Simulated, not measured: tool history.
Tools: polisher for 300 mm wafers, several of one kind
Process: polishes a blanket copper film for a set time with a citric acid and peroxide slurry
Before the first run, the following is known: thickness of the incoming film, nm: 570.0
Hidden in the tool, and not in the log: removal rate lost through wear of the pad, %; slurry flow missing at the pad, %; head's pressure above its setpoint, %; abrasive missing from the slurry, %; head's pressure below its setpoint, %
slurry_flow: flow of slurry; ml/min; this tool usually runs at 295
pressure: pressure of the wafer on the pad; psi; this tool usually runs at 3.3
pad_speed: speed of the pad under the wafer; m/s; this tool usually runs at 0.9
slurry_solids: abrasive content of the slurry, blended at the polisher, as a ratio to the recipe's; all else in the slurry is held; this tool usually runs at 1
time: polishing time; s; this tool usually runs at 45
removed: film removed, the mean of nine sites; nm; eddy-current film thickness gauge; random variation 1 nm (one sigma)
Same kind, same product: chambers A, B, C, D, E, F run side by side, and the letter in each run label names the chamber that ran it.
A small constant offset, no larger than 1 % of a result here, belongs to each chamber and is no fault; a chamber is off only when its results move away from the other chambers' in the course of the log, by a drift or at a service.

run,hour,slurry_flow,pressure,pad_speed,slurry_solids,time,wafers polished on this pad,hours since the slurry nozzle was cleaned,hours since the head pressure was calibrated,hours since the slurry blender was calibrated,removed
1F,9.8,295,3.3,0.9,1,45,931,320.5,652.1,78.8,100.84
# hour 11.5: chamber C: slurry blender recalibrated
# hour 14.9: chamber E: worn pad replaced by a new one
2E,18.9,295,3.3,0.9,1,45,47,400.5,1219.1,332.7,101.42
3B,25.1,295,3.3,0.9,1,45,403,384.7,226.6,217,100.81
4C,33.1,295,3.3,0.9,1,45,909,183.8,763,21.7,99.584
5A,38.4,295,3.3,0.9,1,45,874,629.7,104.7,252.4,101.8
6D,44.7,295,3.3,0.9,1,45,1180,209.4,710.7,47.9,99.571
7B,53.4,295,3.3,0.9,1,45,733,413,254.9,245.3,102.12
# hour 56.7: chamber D: worn pad replaced by a new one
# hour 56.9: chamber E: slurry blender recalibrated
# hour 59.9: chamber F: worn pad replaced by a new one
8D,62,295,3.3,0.9,1,45,62,226.7,728,65.2,100.03
9F,69,295,3.3,0.9,1,45,106,379.7,711.3,138,100.88
# hour 71.9: chamber C: worn pad replaced by a new one
10E,74.8,295,3.3,0.9,1,31,698,456.4,1275,17.9,69.742
11C,79.4,295,3.3,0.9,1,31,87,230.1,809.3,68,69.46
# hour 87: chamber B: worn pad replaced by a new one
# hour 87.7: chamber A: slurry nozzle cleaned
12A,89,295,3.3,0.9,1,31,1463,1.3,155.3,303,66.71
13C,97.3,295,3.3,0.9,1,31,296,248,827.2,85.9,68.821
# hour 102.9: chamber E: worn pad replaced by a new one
14E,106.6,295,3.3,0.9,1,31,43,488.2,1306.8,49.7,69.033
# hour 107.4: chamber F: slurry blender recalibrated
15D,114.5,295,3.3,0.9,1,31,674,279.2,780.5,117.7,69.698
16F,119.5,295,3.3,0.9,1,45,695,430.2,761.8,12.2,100.26
17A,128.9,295,3.3,0.9,1,45,1928,41.2,195.2,342.9,96.287
18B,133.4,295,3.3,0.9,1,45,541,493,334.9,325.3,100.43
19A,138.5,295,3.3,0.9,1,45,2040,50.8,204.8,352.5,94.425
20B,146.8,295,3.3,0.9,1,45,697,506.4,348.3,338.7,99.22
# hour 150.1: chamber E: slurry nozzle cleaned
# hour 152.4: chamber F: head pressure recalibrated
21C,152.5,295,3.3,0.9,1,45,939,303.2,882.4,141.1,99.009
# hour 152.7: chamber A: slurry blender recalibrated
22D,156.9,295,3.3,0.9,1,45,1168,321.6,822.9,160.1,100.78
# hour 158.6: chamber C: slurry blender recalibrated
# hour 162.6: chamber B: slurry blender recalibrated
23F,164.3,295,3.3,0.9,1,45,1217,475,11.9,57,98.956
# hour 170.9: chamber B: worn pad replaced by a new one
# hour 171.2: chamber D: worn pad replaced by a new one
24E,172.2,295,3.3,0.9,1,45,808,22.2,1372.4,115.3,99.018
# hour 174.7: chamber C: worn pad replaced by a new one
25E,181.1,295,3.3,0.9,1,45,911,31.1,1381.3,124.2,98.057
# hour 189.5: chamber F: worn pad replaced by a new one
26A,190,295,3.3,0.9,1,45,2640,102.3,256.3,37.3,93.45
27D,195.9,295,3.3,0.9,1,45,288,360.6,861.9,199.1,100.19
# hour 197.4: chamber E: worn pad replaced by a new one
28F,200.6,295,3.3,0.9,1,45,129,511.3,48.2,93.3,99.34
29C,209,295,3.3,0.9,1,45,399,359.7,938.9,50.5,100.7
30B,214.2,295,3.3,0.9,1,45,505,573.8,415.7,51.6,101.54
31C,221.6,295,4.3,0.9,1,45,546,372.3,951.5,63.1,128.13
32F,230.1,295,4.3,0.9,1,45,473,540.8,77.7,122.8,129.61
# hour 231.1: chamber D: slurry blender recalibrated
33D,238.2,295,4.3,0.9,1,45,781,402.9,904.2,7.2,129.91
34B,247.5,295,4.3,0.9,1,45,893,607.1,449,84.9,133.11
35E,252.8,295,4.3,0.9,1,45,646,102.8,1453,195.9,131.17
# hour 256.8: chamber B: worn pad replaced by a new one
36A,259.4,295,4.3,0.9,1,45,3449,171.7,325.7,106.7,117.64
37D,264,295,3.3,0.9,1,45,1082,428.7,930,33,101.98
# hour 266.1: chamber E: head pressure recalibrated
# hour 266.7: chamber F: slurry blender recalibrated
38B,268.9,295,3.3,0.9,1,45,141,628.5,470.4,106.3,101.22
39A,278.4,295,3.3,0.9,1,45,3671,190.7,344.7,125.7,88.557
# hour 281.5: chamber E: worn pad replaced by a new one
40F,287.7,295,3.3,0.9,1,45,1144,598.4,135.3,21,99.447
41E,292.5,295,3.3,0.9,1,45,128,142.5,26.4,235.6,101.16

One chamber off, gauge drift, or nothing amiss beyond the chambers' own small offsets? If it is a chamber, which one, and what is the likeliest cause?

It is chamber A that slowly wanders off from its peers.
Most likely cause: removal rate lost through wear of the pad, % = 11.7.
It could be hard to tell apart here from: head's pressure below its setpoint, %.

Here are 4 candidates for chamber A's next run, each the usual settings with a change, their results left as question marks. Which one brings its results back in line with what the others give on the usual settings?
In-line tolerance around the mean of the other chambers on the usual settings: removed 3.6 nm
42A-1,299.5,295,3.2,0.88,1,44,,,,,?
42A-2,299.5,295,3.4,0.92,1,46,,,,,?
42A-3,299.5,290,2.9,0.9,1,45,,,,,?
42A-4,299.5,300,3.3,1.02,1,45,,,,,?

Usual-settings mean across the other chambers: removed 100.31 nm
run,removed
42A-1,81.778
42A-2,94.791
42A-3,77.501
42A-4,99.801
The answer is 42A-4, which returns the chamber to within the allowed miss of the others.
